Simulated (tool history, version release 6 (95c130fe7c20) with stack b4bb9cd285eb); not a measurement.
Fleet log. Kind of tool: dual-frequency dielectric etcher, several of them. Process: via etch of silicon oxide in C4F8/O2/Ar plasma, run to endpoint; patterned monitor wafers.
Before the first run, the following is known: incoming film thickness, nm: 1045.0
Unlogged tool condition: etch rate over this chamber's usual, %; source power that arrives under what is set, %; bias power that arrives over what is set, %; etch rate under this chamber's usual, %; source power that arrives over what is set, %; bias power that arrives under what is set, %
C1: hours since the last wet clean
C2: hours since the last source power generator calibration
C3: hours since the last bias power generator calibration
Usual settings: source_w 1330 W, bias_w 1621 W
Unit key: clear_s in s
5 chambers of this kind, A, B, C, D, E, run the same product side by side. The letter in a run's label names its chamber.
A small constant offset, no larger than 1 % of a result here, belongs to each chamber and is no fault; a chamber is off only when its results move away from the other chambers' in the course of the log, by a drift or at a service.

{"run": "1A", "day": 0.162, "source_w": 1330, "bias_w": 1621, "C1": 250.1, "C2": 168.2, "C3": 1716.6, "clear_s": 261.16}
{"run": "2B", "day": 0.346, "source_w": 1330, "bias_w": 1621, "C1": 191.9, "C2": 286.5, "C3": 2383.7, "clear_s": 260.1}
{"day": 0.467, "done": "chamber B: bias power generator calibrated"}
{"run": "3C", "day": 0.554, "source_w": 1330, "bias_w": 1621, "C1": 425.8, "C2": 162.3, "C3": 3278.4, "clear_s": 257.02}
{"run": "4D", "day": 0.854, "source_w": 1330, "bias_w": 1621, "C1": 368.5, "C2": 1315.0, "C3": 1863.2, "clear_s": 258.5}
{"run": "5E", "day": 1.117, "source_w": 1330, "bias_w": 1621, "C1": 141.4, "C2": 1642.5, "C3": 2539.9, "clear_s": 259.6}
{"run": "6A", "day": 1.317, "source_w": 1330, "bias_w": 1621, "C1": 277.8, "C2": 195.9, "C3": 1744.3, "clear_s": 259.87}
{"run": "7C", "day": 1.546, "source_w": 1330, "bias_w": 1621, "C1": 449.6, "C2": 186.1, "C3": 3302.2, "clear_s": 259.0}
{"run": "8B", "day": 1.796, "source_w": 1330, "bias_w": 1621, "C1": 226.7, "C2": 321.3, "C3": 32.0, "clear_s": 260.77}
{"run": "9E", "day": 2.067, "source_w": 1330, "bias_w": 1621, "C1": 164.2, "C2": 1665.3, "C3": 2562.7, "clear_s": 258.74}
{"run": "10D", "day": 2.333, "source_w": 1330, "bias_w": 1621, "C1": 404.0, "C2": 1350.5, "C3": 1898.7, "clear_s": 256.24}
{"run": "11E", "day": 2.583, "source_w": 1330, "bias_w": 1621, "C1": 176.6, "C2": 1677.7, "C3": 2575.1, "clear_s": 256.62}
{"run": "12D", "day": 2.892, "source_w": 1330, "bias_w": 1621, "C1": 417.4, "C2": 1363.9, "C3": 1912.1, "clear_s": 258.16}
{"run": "13C", "day": 3.142, "source_w": 1330, "bias_w": 1621, "C1": 487.9, "C2": 224.4, "C3": 3340.5, "clear_s": 259.42}
{"run": "14A", "day": 3.338, "source_w": 1330, "bias_w": 1973, "C1": 326.3, "C2": 244.4, "C3": 1792.8, "clear_s": 246.02}
{"run": "15B", "day": 3.567, "source_w": 1330, "bias_w": 1973, "C1": 269.2, "C2": 363.8, "C3": 74.5, "clear_s": 243.62}
{"run": "16A", "day": 3.825, "source_w": 1330, "bias_w": 1973, "C1": 338.0, "C2": 256.1, "C3": 1804.5, "clear_s": 247.64}
{"run": "17B", "day": 4.058, "source_w": 1330, "bias_w": 1973, "C1": 281.0, "C2": 375.6, "C3": 86.3, "clear_s": 245.62}
{"run": "18D", "day": 4.267, "source_w": 1330, "bias_w": 1973, "C1": 450.4, "C2": 1396.9, "C3": 1945.1, "clear_s": 246.19}
{"run": "19C", "day": 4.512, "source_w": 1330, "bias_w": 1621, "C1": 520.8, "C2": 257.3, "C3": 3373.4, "clear_s": 258.69}
{"run": "20E", "day": 4.788, "source_w": 1330, "bias_w": 1621, "C1": 229.5, "C2": 1730.6, "C3": 2628.0, "clear_s": 258.14}
{"run": "21E", "day": 5.079, "source_w": 1330, "bias_w": 1621, "C1": 236.5, "C2": 1737.6, "C3": 2635.0, "clear_s": 258.15}
{"run": "22A", "day": 5.225, "source_w": 1330, "bias_w": 1621, "C1": 371.6, "C2": 289.7, "C3": 1838.1, "clear_s": 261.95}
{"run": "23C", "day": 5.404, "source_w": 1330, "bias_w": 1621, "C1": 542.2, "C2": 278.7, "C3": 3394.8, "clear_s": 258.82}
{"run": "24D", "day": 5.625, "source_w": 1330, "bias_w": 1621, "C1": 483.0, "C2": 1429.5, "C3": 1977.7, "clear_s": 262.11}
{"run": "25B", "day": 5.917, "source_w": 1330, "bias_w": 1621, "C1": 325.6, "C2": 420.2, "C3": 130.9, "clear_s": 257.03}
{"run": "26D", "day": 6.125, "source_w": 1330, "bias_w": 1943, "C1": 495.0, "C2": 1441.5, "C3": 1989.7, "clear_s": 249.31}
{"day": 6.158, "done": "chamber C: wet clean of the chamber"}
{"run": "27E", "day": 6.262, "source_w": 1330, "bias_w": 1943, "C1": 264.9, "C2": 1766.0, "C3": 2663.4, "clear_s": 245.07}
{"run": "28B", "day": 6.533, "source_w": 1330, "bias_w": 1943, "C1": 340.4, "C2": 435.0, "C3": 145.7, "clear_s": 245.46}
{"run": "29A", "day": 6.788, "source_w": 1330, "bias_w": 1943, "C1": 409.1, "C2": 327.2, "C3": 1875.6, "clear_s": 246.46}
{"run": "30C", "day": 6.95, "source_w": 1330, "bias_w": 1943, "C1": 19.0, "C2": 315.8, "C3": 3431.9, "clear_s": 243.92}
{"run": "31C", "day": 7.208, "source_w": 1330, "bias_w": 1621, "C1": 25.2, "C2": 322.0, "C3": 3438.1, "clear_s": 258.73}
{"run": "32B", "day": 7.462, "source_w": 1330, "bias_w": 1621, "C1": 362.7, "C2": 457.3, "C3": 168.0, "clear_s": 257.99}
{"run": "33D", "day": 7.7, "source_w": 1550, "bias_w": 1813, "C1": 532.8, "C2": 1479.3, "C3": 2027.5, "clear_s": 243.74}
{"run": "34A", "day": 7.958, "source_w": 1550, "bias_w": 1813, "C1": 437.2, "C2": 355.3, "C3": 1903.7, "clear_s": 234.82}
{"run": "35E", "day": 8.262, "source_w": 1550, "bias_w": 1813, "C1": 312.9, "C2": 1814.0, "C3": 2711.4, "clear_s": 235.64}
{"run": "36A", "day": 8.542, "source_w": 1550, "bias_w": 1813, "C1": 451.2, "C2": 369.3, "C3": 1917.7, "clear_s": 237.76}
{"run": "37C", "day": 8.746, "source_w": 1550, "bias_w": 1813, "C1": 62.1, "C2": 358.9, "C3": 3475.0, "clear_s": 235.6}
{"run": "38E", "day": 9.017, "source_w": 1330, "bias_w": 1621, "C1": 331.0, "C2": 1832.1, "C3": 2729.5, "clear_s": 259.02}
{"run": "39B", "day": 9.233, "source_w": 1330, "bias_w": 1621, "C1": 405.2, "C2": 499.8, "C3": 210.5, "clear_s": 260.51}
{"run": "40D", "day": 9.483, "source_w": 1330, "bias_w": 1621, "C1": 575.6, "C2": 1522.1, "C3": 2070.3, "clear_s": 267.9}
{"run": "41E", "day": 9.775, "source_w": 1330, "bias_w": 1621, "C1": 349.2, "C2": 1850.3, "C3": 2747.7, "clear_s": 259.63}

Next, every chamber runs the same settings. What will each give?
{"run": "42A", "day": 9.996, "source_w": 1330, "bias_w": 1621, "clear_s": "?"}
{"run": "42B", "day": 9.996, "source_w": 1330, "bias_w": 1621, "clear_s": "?"}
{"run": "42C", "day": 9.996, "source_w": 1330, "bias_w": 1621, "clear_s": "?"}
{"run": "42D", "day": 9.996, "source_w": 1330, "bias_w": 1621, "clear_s": "?"}
{"run": "42E", "day": 9.996, "source_w": 1330, "bias_w": 1621, "clear_s": "?"}

run=42A clear_s=259.42
run=42B clear_s=257.10
run=42C clear_s=258.40
run=42D clear_s=269.13
run=42E clear_s=258.07
